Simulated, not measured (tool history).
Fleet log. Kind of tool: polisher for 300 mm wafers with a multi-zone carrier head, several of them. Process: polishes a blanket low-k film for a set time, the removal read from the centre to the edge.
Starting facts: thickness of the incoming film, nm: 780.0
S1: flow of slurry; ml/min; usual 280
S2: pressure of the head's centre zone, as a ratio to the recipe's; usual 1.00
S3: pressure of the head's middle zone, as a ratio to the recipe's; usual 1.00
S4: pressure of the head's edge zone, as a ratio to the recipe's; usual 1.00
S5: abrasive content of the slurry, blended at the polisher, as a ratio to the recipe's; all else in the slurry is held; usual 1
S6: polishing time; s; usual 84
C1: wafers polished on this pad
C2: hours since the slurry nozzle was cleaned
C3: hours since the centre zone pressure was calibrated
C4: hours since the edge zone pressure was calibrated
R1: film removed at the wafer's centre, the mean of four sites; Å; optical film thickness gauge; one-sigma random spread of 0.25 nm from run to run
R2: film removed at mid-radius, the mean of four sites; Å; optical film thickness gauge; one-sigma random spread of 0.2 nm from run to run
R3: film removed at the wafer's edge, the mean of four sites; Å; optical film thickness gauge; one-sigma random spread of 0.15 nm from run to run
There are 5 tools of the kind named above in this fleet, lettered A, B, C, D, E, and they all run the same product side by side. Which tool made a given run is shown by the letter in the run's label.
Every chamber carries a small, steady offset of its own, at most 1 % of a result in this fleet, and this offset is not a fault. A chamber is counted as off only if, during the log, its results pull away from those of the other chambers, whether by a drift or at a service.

Run 1D, day 0.171: usual settings; C1 335; C2 123.4; C3 493.0; C4 650.1. Result: R1 184.95 Å, R2 192.07 Å, R3 186.34 Å.
Run 2A, day 0.392: usual settings; C1 774; C2 298.6; C3 165.3; C4 358.9. Result: R1 186.30 Å, R2 185.74 Å, R3 187.42 Å.
At day 0.471: chamber C: slurry nozzle cleaned.
Run 3B, day 0.583: usual settings; C1 201; C2 296.6; C3 390.8; C4 288.0. Result: R1 185.70 Å, R2 189.43 Å, R3 188.22 Å.
Run 4E, day 0.821: usual settings; C1 499; C2 456.9; C3 495.3; C4 119.6. Result: R1 183.08 Å, R2 186.15 Å, R3 183.67 Å.
Run 5C, day 1.046: usual settings; C1 467; C2 13.8; C3 1100.9; C4 329.1. Result: R1 183.91 Å, R2 183.44 Å, R3 182.26 Å.
Run 6E, day 1.246: usual settings; C1 567; C2 467.1; C3 505.5; C4 129.8. Result: R1 184.72 Å, R2 183.62 Å, R3 183.84 Å.
Run 7B, day 1.471: usual settings; C1 343; C2 317.9; C3 412.1; C4 309.3. Result: R1 183.59 Å, R2 187.59 Å, R3 186.68 Å.
Run 8A, day 1.638: usual settings; C1 974; C2 328.5; C3 195.2; C4 388.8. Result: R1 189.25 Å, R2 186.07 Å, R3 182.84 Å.
Run 9C, day 1.842: usual settings; C1 595; C2 32.9; C3 1120.0; C4 348.2. Result: R1 181.00 Å, R2 178.86 Å, R3 178.34 Å.
Run 10D, day 1.962: usual settings; C1 622; C2 166.4; C3 536.0; C4 693.1. Result: R1 184.87 Å, R2 186.45 Å, R3 182.67 Å.
Run 11A, day 2.188: usual settings; C1 1061; C2 341.7; C3 208.4; C4 402.0. Result: R1 187.18 Å, R2 184.02 Å, R3 185.87 Å.
At day 2.271: chamber E: worn pad replaced by a new one.
Run 12B, day 2.429: usual settings; C1 496; C2 340.9; C3 435.1; C4 332.3. Result: R1 182.07 Å, R2 186.27 Å, R3 185.08 Å.
Run 13D, day 2.667: usual settings; C1 734; C2 183.3; C3 552.9; C4 710.0. Result: R1 189.04 Å, R2 191.41 Å, R3 181.88 Å.
Run 14C, day 2.888: usual settings; C1 762; C2 58.0; C3 1145.1; C4 373.3. Result: R1 177.06 Å, R2 177.72 Å, R3 175.57 Å.
Run 15E, day 3.108: usual settings; C1 134; C2 511.8; C3 550.2; C4 174.5. Result: R1 184.90 Å, R2 183.97 Å, R3 187.29 Å.
Run 16B, day 3.246: usual settings; C1 627; C2 360.5; C3 454.7; C4 351.9. Result: R1 184.98 Å, R2 187.52 Å, R3 183.09 Å.
Run 17A, day 3.412: usual settings but S1 320 ml/min, S3 0.93; C1 1257; C2 371.1; C3 237.8; C4 431.4. Result: R1 190.40 Å, R2 177.84 Å, R3 186.80 Å.
Run 18C, day 3.646: usual settings but S1 320 ml/min, S3 0.93; C1 883; C2 76.2; C3 1163.3; C4 391.5. Result: R1 177.36 Å, R2 166.29 Å, R3 177.10 Å.
Run 19D, day 3.771: usual settings but S1 320 ml/min, S3 0.93; C1 911; C2 209.8; C3 579.4; C4 736.5. Result: R1 188.73 Å, R2 176.74 Å, R3 183.51 Å.
Run 20E, day 3.938: usual settings but S1 320 ml/min, S3 0.93; C1 266; C2 531.7; C3 570.1; C4 194.4. Result: R1 186.90 Å, R2 178.17 Å, R3 186.09 Å.
At day 3.971: chamber A: worn pad replaced by a new one.
Run 21B, day 4.158: usual settings but S1 320 ml/min, S3 0.93; C1 773; C2 382.4; C3 476.6; C4 373.8. Result: R1 187.16 Å, R2 174.93 Å, R3 185.89 Å.
Run 22E, day 4.358: usual settings; C1 333; C2 541.8; C3 580.2; C4 204.5. Result: R1 183.44 Å, R2 187.79 Å, R3 183.63 Å.
Run 23A, day 4.471: usual settings; C1 80; C2 396.5; C3 263.2; C4 456.8. Result: R1 182.84 Å, R2 183.55 Å, R3 185.39 Å.
At day 4.575: chamber B: worn pad replaced by a new one.
Run 24C, day 4.596: usual settings; C1 1035; C2 99.0; C3 1186.1; C4 414.3. Result: R1 172.12 Å, R2 168.97 Å, R3 171.17 Å.
At day 4.696: chamber D: edge zone pressure recalibrated.
Run 25D, day 4.729: usual settings but S1 355 ml/min, S2 0.89; C1 1064; C2 232.8; C3 602.4; C4 0.8. Result: R1 165.27 Å, R2 193.51 Å, R3 188.23 Å.
Run 26E, day 4.971: usual settings but S1 355 ml/min, S2 0.89; C1 431; C2 556.5; C3 594.9; C4 219.2. Result: R1 164.52 Å, R2 188.54 Å, R3 187.92 Å.
Run 27A, day 5.138: usual settings but S1 355 ml/min, S2 0.89; C1 186; C2 412.5; C3 279.2; C4 472.8. Result: R1 164.08 Å, R2 191.12 Å, R3 188.55 Å.
At day 5.254: chamber B: slurry nozzle cleaned.
Run 28B, day 5.325: usual settings but S1 355 ml/min, S2 0.89; C1 120; C2 1.7; C3 504.6; C4 401.8. Result: R1 164.51 Å, R2 188.64 Å, R3 187.97 Å.
Run 29C, day 5.438: usual settings but S1 355 ml/min, S2 0.89; C1 1169; C2 119.2; C3 1206.3; C4 434.5. Result: R1 151.81 Å, R2 171.98 Å, R3 172.46 Å.
Run 30D, day 5.583: usual settings; C1 1200; C2 253.3; C3 622.9; C4 21.3. Result: R1 186.75 Å, R2 184.31 Å, R3 185.91 Å.
Run 31E, day 5.712: usual settings; C1 550; C2 574.3; C3 612.7; C4 237.0. Result: R1 183.04 Å, R2 187.59 Å, R3 184.16 Å.
Run 32C, day 5.908: usual settings; C1 1245; C2 130.5; C3 1217.6; C4 445.8. Result: R1 167.13 Å, R2 168.12 Å, R3 168.96 Å.

The same settings go to every chamber for the next run, one line per chamber below. Forecast the results for each:
Run 33A, day 6.083: usual settings but S4 0.92. Result: R1 ?, R2 ?, R3 ?.
Run 33B, day 6.083: usual settings but S4 0.92. Result: R1 ?, R2 ?, R3 ?.
Run 33C, day 6.083: usual settings but S4 0.92. Result: R1 ?, R2 ?, R3 ?.
Run 33D, day 6.083: usual settings but S4 0.92. Result: R1 ?, R2 ?, R3 ?.
Run 33E, day 6.083: usual settings but S4 0.92. Result: R1 ?, R2 ?, R3 ?.

run      R1      R2      R3
33A  185.74  189.28  177.88
33B  183.92  186.16  173.10
33C  166.04  168.32  161.98
33D  187.71  184.67  178.81
33E  186.25  186.20  177.99
